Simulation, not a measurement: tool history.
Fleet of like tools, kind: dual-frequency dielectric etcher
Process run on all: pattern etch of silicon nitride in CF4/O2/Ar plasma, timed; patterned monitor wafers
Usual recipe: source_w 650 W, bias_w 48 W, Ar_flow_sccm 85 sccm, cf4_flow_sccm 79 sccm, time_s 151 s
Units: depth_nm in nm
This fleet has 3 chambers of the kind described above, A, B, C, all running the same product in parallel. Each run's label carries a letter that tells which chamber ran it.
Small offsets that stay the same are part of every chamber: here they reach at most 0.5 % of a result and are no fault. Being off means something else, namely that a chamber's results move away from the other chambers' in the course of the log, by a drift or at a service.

run   hour  source_w  bias_w  Ar_flow_sccm  cf4_flow_sccm  time_s  hours since the last wet clean  hours since the last source power generator calibration  hours since the last bias power generator calibration  hours since the last Ar flow controller change  hours since the last CF4 flow controller change  read-back reference wafer on the same gauge, depth_nm  depth_nm
 1C    9.4       650      48            85             79     151                           180.0                                                    538.4                                                 1470.8                                           260.5                                           1171.9                                                 376.08    350.61
 2B   16.8       650      48            85             79     151                           364.8                                                    158.0                                                  705.1                                          2009.7                                            954.3                                                 375.99    354.50
 3A   26.5       650      48            85             79     151                           275.8                                                   1249.3                                                 1436.4                                          1814.9                                           1505.7                                                 376.15    351.47
 4B   35.5       650      48            85             79     151                           383.5                                                    176.7                                                  723.8                                          2028.4                                            973.0                                                 375.96    353.39
 5C   47.2       650      48            85             79     151                           217.8                                                    576.2                                                 1508.6                                           298.3                                           1209.7                                                 376.24    351.15
 6A   59.2       650      48            85             79     151                           308.5                                                   1282.0                                                 1469.1                                          1847.6                                           1538.4                                                 376.41    351.20
 7A   69.0       650      48            85             79     151                           318.3                                                   1291.8                                                 1478.9                                          1857.4                                           1548.2                                                 376.48    351.82
 8C   83.2       650      48            85             79     151                           253.8                                                    612.2                                                 1544.6                                           334.3                                           1245.7                                                 376.45    350.91
 9B   94.3       650      48            85             79     151                           442.3                                                    235.5                                                  782.6                                          2087.2                                           1031.8                                                 376.46    353.77
10A  103.4       650      48            85             79     151                           352.7                                                   1326.2                                                 1513.3                                          1891.8                                           1582.6                                                 376.47    351.32
11B  109.8       650      48            85             79     151                           457.8                                                    251.0                                                  798.1                                          2102.7                                           1047.3                                                 376.52    354.81
     111.6  -- chamber A: Ar flow controller replaced
12C  121.6       650      48            85             79     151                           292.2                                                    650.6                                                 1583.0                                           372.7                                           1284.1                                                 376.68    351.24
13B  132.6       650      48            85             79     151                           480.6                                                    273.8                                                  820.9                                          2125.5                                           1070.1                                                 376.59    354.07
14A  145.7       650      48            85             79     151                           395.0                                                   1368.5                                                 1555.6                                            34.1                                           1624.9                                                 376.83    350.98
15C  160.4       650      48            85             79     151                           331.0                                                    689.4                                                 1621.8                                           411.5                                           1322.9                                                 376.71    351.13
16A  170.5       650      48            85             79     151                           419.8                                                   1393.3                                                 1580.4                                            58.9                                           1649.7                                                 376.79    351.01
17B  177.9       650      48            85             79     151                           525.9                                                    319.1                                                  866.2                                          2170.8                                           1115.4                                                 376.84    353.95
18C  187.4       650      48            85             79     151                           358.0                                                    716.4                                                 1648.8                                           438.5                                           1349.9                                                 376.86    351.94
19B  196.3       650      48            85             79     151                           544.3                                                    337.5                                                  884.6                                          2189.2                                           1133.8                                                 377.02    354.86
     203.3  -- chamber B: wet clean of the chamber
20A  205.1       650      48            85             79     151                           454.4                                                   1427.9                                                 1615.0                                            93.5                                           1684.3                                                 377.11    351.95
21C  212.8       650      48            85             79     151                           383.4                                                    741.8                                                 1674.2                                           463.9                                           1375.3                                                 377.10    351.92
22B  224.6       650      48            85             79     151                            21.4                                                    365.8                                                  912.9                                          2217.5                                           1162.1                                                 377.11    354.53
23C  233.9       650      48            85             79     151                           404.5                                                    762.9                                                 1695.3                                           485.0                                           1396.4                                                 377.09    352.11
24A  243.9       650      48            85             79     151                           493.2                                                   1466.7                                                 1653.8                                           132.3                                           1723.1                                                 377.16    351.86
25C  256.0       650      48            85             79     151                           426.6                                                    785.0                                                 1717.4                                           507.1                                           1418.5                                                 377.19    352.15
26A  269.4       650      48            85             79     151                           518.7                                                   1492.2                                                 1679.3                                           157.8                                           1748.6                                                 377.27    351.44
27B  281.8       650      48            71             79     188                            78.6                                                    423.0                                                  970.1                                          2274.7                                           1219.3                                                 377.57    452.78
28A  291.5       650      48            71             79     188                           540.8                                                   1514.3                                                 1701.4                                           179.9                                           1770.7                                                 377.49    448.84
29B  298.5       650      48            71             79     188                            95.3                                                    439.7                                                  986.8                                          2291.4                                           1236.0                                                 377.50    451.99
30C  309.0       650      48            85             79     151                           479.6                                                    838.0                                                 1770.4                                           560.1                                           1471.5                                                 377.61    351.64
31B  319.1       650      48            85             79     151                           115.9                                                    460.3                                                 1007.4                                          2312.0                                           1256.6                                                 377.69    354.75
32C  327.4       650      48            85             79     151                           498.0                                                    856.4                                                 1788.8                                           578.5                                           1489.9                                                 377.61    351.76
33A  339.1       650      48            85             79     151                           588.4                                                   1561.9                                                 1749.0                                           227.5                                           1818.3                                                 377.61    353.39
34C  346.9       650      48            85             79     151                           517.5                                                    875.9                                                 1808.3                                           598.0                                           1509.4                                                 377.60    351.75
35A  357.4       650      48            85             79     151                           606.7                                                   1580.2                                                 1767.3                                           245.8                                           1836.6                                                 377.78    352.46
36B  364.4       650      48            69             79     151                           161.2                                                    505.6                                                 1052.7                                          2357.3                                           1301.9                                                 377.78    365.07
37A  372.6       650      48            69             79     151                           621.9                                                   1595.4                                                 1782.5                                           261.0                                           1851.8                                                 377.76    362.06
38C  382.8       650      48            69             79     151                           553.4                                                    911.8                                                 1844.2                                           633.9                                           1545.3                                                 377.97    360.95
39B  391.6       650      48            85             79     151                           188.4                                                    532.8                                                 1079.9                                          2384.5                                           1329.1                                                 377.93    355.06
40A  404.1       650      48            85             79     151                           653.4                                                   1626.9                                                 1814.0                                           292.5                                           1883.3                                                 378.10    352.38
41B  417.0       650      48            85             79     151                           213.8                                                    558.2                                                 1105.3                                          2409.9                                           1354.5                                                 378.20    355.53
42C  425.9       650      48            85             79     151                           596.5                                                    954.9                                                 1887.3                                           677.0                                           1588.4                                                 378.08    352.12
43B  437.2       650      48            85             79     151                           234.0                                                    578.4                                                 1125.5                                          2430.1                                           1374.7                                                 378.16    354.60

One chamber off, gauge drift, or nothing amiss beyond the chambers' own small offsets? If it is a chamber, which one, and what is the likeliest cause?

Every chamber seems to shift together because the gauge that measures them all drifts; the chambers themselves are fine.
Likeliest cause: gauge reads high (%) = 0.595.

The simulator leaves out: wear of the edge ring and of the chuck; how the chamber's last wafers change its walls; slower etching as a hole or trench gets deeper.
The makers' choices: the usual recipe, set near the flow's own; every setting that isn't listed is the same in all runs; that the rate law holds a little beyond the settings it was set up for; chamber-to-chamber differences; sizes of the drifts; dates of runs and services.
